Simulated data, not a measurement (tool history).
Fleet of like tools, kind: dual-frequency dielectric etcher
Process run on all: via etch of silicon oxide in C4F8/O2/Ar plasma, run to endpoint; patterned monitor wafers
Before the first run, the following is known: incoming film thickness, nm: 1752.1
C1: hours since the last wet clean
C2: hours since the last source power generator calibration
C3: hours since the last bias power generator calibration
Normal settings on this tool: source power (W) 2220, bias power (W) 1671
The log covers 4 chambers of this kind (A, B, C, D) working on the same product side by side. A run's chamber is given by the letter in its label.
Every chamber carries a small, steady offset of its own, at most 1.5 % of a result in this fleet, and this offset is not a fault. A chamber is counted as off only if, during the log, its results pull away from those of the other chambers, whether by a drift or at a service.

run 1D hour=5.4 | source_power_(W)=2220 bias_power_(W)=1671 | C1=64.4 C2=1154.7 C3=812.5 | endpoint_time_(s)=343.71
run 2C hour=10.1 | source_power_(W)=2220 bias_power_(W)=1671 | C1=515.4 C2=2270 C3=2394.4 | endpoint_time_(s)=343.97
run 3B hour=14.9 | source_power_(W)=2220 bias_power_(W)=1671 | C1=78.9 C2=705.2 C3=2366.4 | endpoint_time_(s)=346.09
run 4A hour=18.7 | source_power_(W)=2220 bias_power_(W)=1671 | C1=149.1 C2=1875.4 C3=1770.1 | endpoint_time_(s)=343.25
run 5D hour=22.5 | source_power_(W)=2220 bias_power_(W)=1671 | C1=81.5 C2=1171.8 C3=829.6 | endpoint_time_(s)=347.97
run 6B hour=25.8 | source_power_(W)=2220 bias_power_(W)=1671 | C1=89.8 C2=716.1 C3=2377.3 | endpoint_time_(s)=350.67
run 7A hour=29.6 | source_power_(W)=2220 bias_power_(W)=1671 | C1=160 C2=1886.3 C3=1781 | endpoint_time_(s)=341.6
run 8C hour=33 | source_power_(W)=2220 bias_power_(W)=1671 | C1=538.3 C2=2292.9 C3=2417.3 | endpoint_time_(s)=346.61
run 9D hour=36.5 | source_power_(W)=2220 bias_power_(W)=1671 | C1=95.5 C2=1185.8 C3=843.6 | endpoint_time_(s)=343.59
run 10B hour=41.2 | source_power_(W)=2220 bias_power_(W)=1671 | C1=105.2 C2=731.5 C3=2392.7 | endpoint_time_(s)=348.04
run 11A hour=45.8 | source_power_(W)=1700 bias_power_(W)=1671 | C1=176.2 C2=1902.5 C3=1797.2 | endpoint_time_(s)=381.63
run 12C hour=52.3 | source_power_(W)=1700 bias_power_(W)=1671 | C1=557.6 C2=2312.2 C3=2436.6 | endpoint_time_(s)=382.2
run 13A hour=55.3 | source_power_(W)=1700 bias_power_(W)=1671 | C1=185.7 C2=1912 C3=1806.7 | endpoint_time_(s)=385.77
run 14B hour=59.2 | source_power_(W)=1700 bias_power_(W)=1671 | C1=123.2 C2=749.5 C3=2410.7 | endpoint_time_(s)=393
-- hour=65.1 chamber C: wet clean of the chamber
run 15D hour=65.8 | source_power_(W)=2220 bias_power_(W)=1671 | C1=124.8 C2=1215.1 C3=872.9 | endpoint_time_(s)=344.31
run 16C hour=71.5 | source_power_(W)=2220 bias_power_(W)=1671 | C1=6.5 C2=2331.4 C3=2455.8 | endpoint_time_(s)=345.59
run 17C hour=74.8 | source_power_(W)=2010 bias_power_(W)=1417 | C1=9.8 C2=2334.7 C3=2459.1 | endpoint_time_(s)=384.27
run 18A hour=81.2 | source_power_(W)=2010 bias_power_(W)=1417 | C1=211.6 C2=1937.9 C3=1832.6 | endpoint_time_(s)=376.03
run 19B hour=85.2 | source_power_(W)=2010 bias_power_(W)=1417 | C1=149.2 C2=775.5 C3=2436.7 | endpoint_time_(s)=382.8
run 20D hour=90 | source_power_(W)=2010 bias_power_(W)=1417 | C1=149 C2=1239.3 C3=897.1 | endpoint_time_(s)=374.19
run 21C hour=93.8 | source_power_(W)=2220 bias_power_(W)=1671 | C1=28.8 C2=2353.7 C3=2478.1 | endpoint_time_(s)=349.77
run 22A hour=99.4 | source_power_(W)=2220 bias_power_(W)=1671 | C1=229.8 C2=1956.1 C3=1850.8 | endpoint_time_(s)=343.25
run 23D hour=105.2 | source_power_(W)=2220 bias_power_(W)=1671 | C1=164.2 C2=1254.5 C3=912.3 | endpoint_time_(s)=343.56
run 24B hour=109.1 | source_power_(W)=2220 bias_power_(W)=1671 | C1=173.1 C2=799.4 C3=2460.6 | endpoint_time_(s)=351.95
-- hour=113.2 chamber C: source power generator calibrated
run 25C hour=114.7 | source_power_(W)=2220 bias_power_(W)=1671 | C1=49.7 C2=1.6 C3=2499 | endpoint_time_(s)=343.84
run 26D hour=120.5 | source_power_(W)=2220 bias_power_(W)=1671 | C1=179.5 C2=1269.8 C3=927.6 | endpoint_time_(s)=345.72
run 27A hour=127.2 | source_power_(W)=2220 bias_power_(W)=1913 | C1=257.6 C2=1983.9 C3=1878.6 | endpoint_time_(s)=330.35
run 28B hour=133.6 | source_power_(W)=2220 bias_power_(W)=1913 | C1=197.6 C2=823.9 C3=2485.1 | endpoint_time_(s)=339.61
run 29D hour=139 | source_power_(W)=2220 bias_power_(W)=1913 | C1=198 C2=1288.3 C3=946.1 | endpoint_time_(s)=331.93
run 30C hour=144.4 | source_power_(W)=2220 bias_power_(W)=1913 | C1=79.4 C2=31.3 C3=2528.7 | endpoint_time_(s)=333.76
run 31A hour=149.6 | source_power_(W)=2220 bias_power_(W)=1671 | C1=280 C2=2006.3 C3=1901 | endpoint_time_(s)=341.98
run 32B hour=156.2 | source_power_(W)=2220 bias_power_(W)=1671 | C1=220.2 C2=846.5 C3=2507.7 | endpoint_time_(s)=351.62
run 33A hour=159.9 | source_power_(W)=2220 bias_power_(W)=1671 | C1=290.3 C2=2016.6 C3=1911.3 | endpoint_time_(s)=347.82
run 34C hour=165.6 | source_power_(W)=2220 bias_power_(W)=1671 | C1=100.6 C2=52.5 C3=2549.9 | endpoint_time_(s)=346.38
run 35D hour=171.3 | source_power_(W)=2690 bias_power_(W)=1951 | C1=230.3 C2=1320.6 C3=978.4 | endpoint_time_(s)=308.56
run 36B hour=175.3 | source_power_(W)=2690 bias_power_(W)=1951 | C1=239.3 C2=865.6 C3=2526.8 | endpoint_time_(s)=307.1
run 37A hour=181.7 | source_power_(W)=2690 bias_power_(W)=1951 | C1=312.1 C2=2038.4 C3=1933.1 | endpoint_time_(s)=304.87
run 38D hour=188.3 | source_power_(W)=2690 bias_power_(W)=1951 | C1=247.3 C2=1337.6 C3=995.4 | endpoint_time_(s)=306.17
run 39C hour=191.3 | source_power_(W)=2220 bias_power_(W)=1671 | C1=126.3 C2=78.2 C3=2575.6 | endpoint_time_(s)=346.94
run 40B hour=196.1 | source_power_(W)=2220 bias_power_(W)=1671 | C1=260.1 C2=886.4 C3=2547.6 | endpoint_time_(s)=351
run 41B hour=201.3 | source_power_(W)=2220 bias_power_(W)=1541 | C1=265.3 C2=891.6 C3=2552.8 | endpoint_time_(s)=358.49
run 42C hour=205.5 | source_power_(W)=2220 bias_power_(W)=1541 | C1=140.5 C2=92.4 C3=2589.8 | endpoint_time_(s)=358.71

Is one chamber off against the others, does the gauge drift, or is nothing wrong? If a chamber is off, say which, and what the likeliest cause is.

Beyond each chamber's small constant offset nothing stands out, and the gauge stays steady.
